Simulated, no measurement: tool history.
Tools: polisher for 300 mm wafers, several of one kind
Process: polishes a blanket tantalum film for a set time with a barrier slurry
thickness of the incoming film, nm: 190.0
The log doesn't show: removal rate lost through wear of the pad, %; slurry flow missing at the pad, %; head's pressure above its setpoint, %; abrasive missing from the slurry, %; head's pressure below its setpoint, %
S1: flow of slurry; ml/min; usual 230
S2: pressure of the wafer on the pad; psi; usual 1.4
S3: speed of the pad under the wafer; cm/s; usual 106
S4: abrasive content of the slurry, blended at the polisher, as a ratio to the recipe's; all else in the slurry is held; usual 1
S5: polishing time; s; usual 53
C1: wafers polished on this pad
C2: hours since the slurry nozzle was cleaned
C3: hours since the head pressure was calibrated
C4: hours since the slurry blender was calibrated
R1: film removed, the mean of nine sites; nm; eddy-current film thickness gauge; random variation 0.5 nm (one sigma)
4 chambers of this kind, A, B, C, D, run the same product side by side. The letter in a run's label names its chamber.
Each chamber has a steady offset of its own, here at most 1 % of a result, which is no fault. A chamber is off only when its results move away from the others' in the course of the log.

Run 1B, hour 6.8: usual settings; C1 423; C2 361.4; C3 553.4; C4 169.8. Result: R1 76.831 nm.
At hour 10.2: chamber B: head pressure recalibrated.
Run 2A, hour 10.6: usual settings; C1 324; C2 12.7; C3 321.3; C4 287.7. Result: R1 75.411 nm.
At hour 15.7: chamber A: slurry blender recalibrated.
Run 3D, hour 18.1: usual settings; C1 747; C2 518.2; C3 856.5; C4 268.4. Result: R1 77.210 nm.
At hour 21.0: chamber D: worn pad replaced by a new one.
Run 4C, hour 22.8: usual settings; C1 630; C2 83.4; C3 633.3; C4 254.3. Result: R1 76.902 nm.
Run 5B, hour 27.0: usual settings; C1 562; C2 381.6; C3 16.9; C4 190.0. Result: R1 76.740 nm.
Run 6A, hour 31.2: usual settings; C1 465; C2 33.3; C3 341.9; C4 15.5. Result: R1 76.726 nm.
At hour 35.3: chamber C: worn pad replaced by a new one.
Run 7D, hour 36.0: usual settings but S1 155 ml/min; C1 103; C2 536.1; C3 874.4; C4 286.3. Result: R1 71.991 nm.
At hour 37.7: chamber C: slurry blender recalibrated.
Run 8C, hour 41.4: usual settings but S1 155 ml/min; C1 42; C2 102.0; C3 651.9; C4 3.7. Result: R1 72.556 nm.
Run 9B, hour 46.0: usual settings but S1 155 ml/min; C1 692; C2 400.6; C3 35.9; C4 209.0. Result: R1 72.940 nm.
Run 10C, hour 49.7: usual settings but S1 155 ml/min; C1 99; C2 110.3; C3 660.2; C4 12.0. Result: R1 72.900 nm.
Run 11A, hour 54.8: usual settings but S1 190 ml/min, S3 80 cm/s; C1 627; C2 56.9; C3 365.5; C4 39.1. Result: R1 56.395 nm.
At hour 56.5: chamber B: slurry nozzle cleaned.
Run 12D, hour 61.9: usual settings but S1 190 ml/min, S3 80 cm/s; C1 280; C2 562.0; C3 900.3; C4 312.2. Result: R1 56.103 nm.
At hour 64.7: chamber D: slurry nozzle cleaned.
At hour 66.9: chamber D: slurry blender recalibrated.
Run 13A, hour 67.7: usual settings but S1 190 ml/min, S3 80 cm/s; C1 715; C2 69.8; C3 378.4; C4 52.0. Result: R1 55.797 nm.
Run 14D, hour 73.4: usual settings but S1 190 ml/min, S3 80 cm/s; C1 359; C2 8.7; C3 911.8; C4 6.5. Result: R1 55.674 nm.
Run 15B, hour 79.2: usual settings; C1 919; C2 22.7; C3 69.1; C4 242.2. Result: R1 76.378 nm.
Run 16C, hour 84.7: usual settings; C1 338; C2 145.3; C3 695.2; C4 47.0. Result: R1 76.798 nm.
Run 17D, hour 90.3: usual settings; C1 475; C2 25.6; C3 928.7; C4 23.4. Result: R1 76.991 nm.
Run 18C, hour 97.0: usual settings; C1 423; C2 157.6; C3 707.5; C4 59.3. Result: R1 76.686 nm.
Run 19B, hour 102.3: usual settings; C1 1077; C2 45.8; C3 92.2; C4 265.3. Result: R1 76.485 nm.
At hour 103.9: chamber D: head pressure recalibrated.
Run 20A, hour 109.3: usual settings; C1 1000; C2 111.4; C3 420.0; C4 93.6. Result: R1 76.491 nm.
Run 21A, hour 115.3: usual settings but S2 1.7 psi, S3 140 cm/s; C1 1041; C2 117.4; C3 426.0; C4 99.6. Result: R1 123.170 nm.
Run 22D, hour 121.1: usual settings but S2 1.7 psi, S3 140 cm/s; C1 686; C2 56.4; C3 17.2; C4 54.2. Result: R1 117.400 nm.
At hour 124.3: chamber D: worn pad replaced by a new one.
Run 23C, hour 125.9: usual settings but S2 1.7 psi, S3 140 cm/s; C1 621; C2 186.5; C3 736.4; C4 88.2. Result: R1 123.470 nm.
At hour 127.7: chamber C: worn pad replaced by a new one.
Run 24B, hour 130.7: usual settings but S2 1.7 psi, S3 140 cm/s; C1 1272; C2 74.2; C3 120.6; C4 293.7. Result: R1 124.230 nm.
At hour 132.4: chamber B: worn pad replaced by a new one.
Run 25D, hour 137.5: usual settings; C1 90; C2 72.8; C3 33.6; C4 70.6. Result: R1 72.396 nm.
At hour 138.4: chamber C: slurry nozzle cleaned.
Run 26A, hour 143.9: usual settings but S1 200 ml/min; C1 1237; C2 146.0; C3 454.6; C4 128.2. Result: R1 75.034 nm.
Run 27B, hour 149.2: usual settings but S1 200 ml/min; C1 115; C2 92.7; C3 139.1; C4 312.2. Result: R1 74.490 nm.
Run 28C, hour 152.5: usual settings but S1 200 ml/min; C1 170; C2 14.2; C3 763.0; C4 114.8. Result: R1 75.917 nm.
Run 29B, hour 158.1: usual settings but S1 200 ml/min; C1 176; C2 101.6; C3 148.0; C4 321.1. Result: R1 75.310 nm.
Run 30A, hour 163.1: usual settings; C1 1369; C2 165.2; C3 473.8; C4 147.4. Result: R1 75.476 nm.

What goes on in this fleet: one chamber off, a drifting gauge, or nothing beyond the chambers' own small offsets? Name the chamber and the cause, if any.

A service left chamber D off against the others.
Cause: head's pressure below its setpoint, % = 5.34.

Here are 4 candidates for chamber D's next run, each the usual settings with a change, their results left as question marks. Which one brings its results back in line with what the others give on the usual settings?
In line means no further than this from the other chambers' mean on the usual settings: R1 1.700 nm
Run 31D-1, hour 168.5: usual settings but S3 110 cm/s, S5 54 s. Result: R1 ?.
Run 31D-2, hour 168.5: usual settings but S3 108 cm/s. Result: R1 ?.
Run 31D-3, hour 168.5: usual settings but S3 104 cm/s. Result: R1 ?.
Run 31D-4, hour 168.5: usual settings but S5 50 s. Result: R1 ?.

The other chambers' mean on the usual settings: R1 76.685 nm
  run      R1
31D-1  76.892
31D-2  74.076
31D-3  71.292
31D-4  68.570
31D-1 brings the chamber back in line.

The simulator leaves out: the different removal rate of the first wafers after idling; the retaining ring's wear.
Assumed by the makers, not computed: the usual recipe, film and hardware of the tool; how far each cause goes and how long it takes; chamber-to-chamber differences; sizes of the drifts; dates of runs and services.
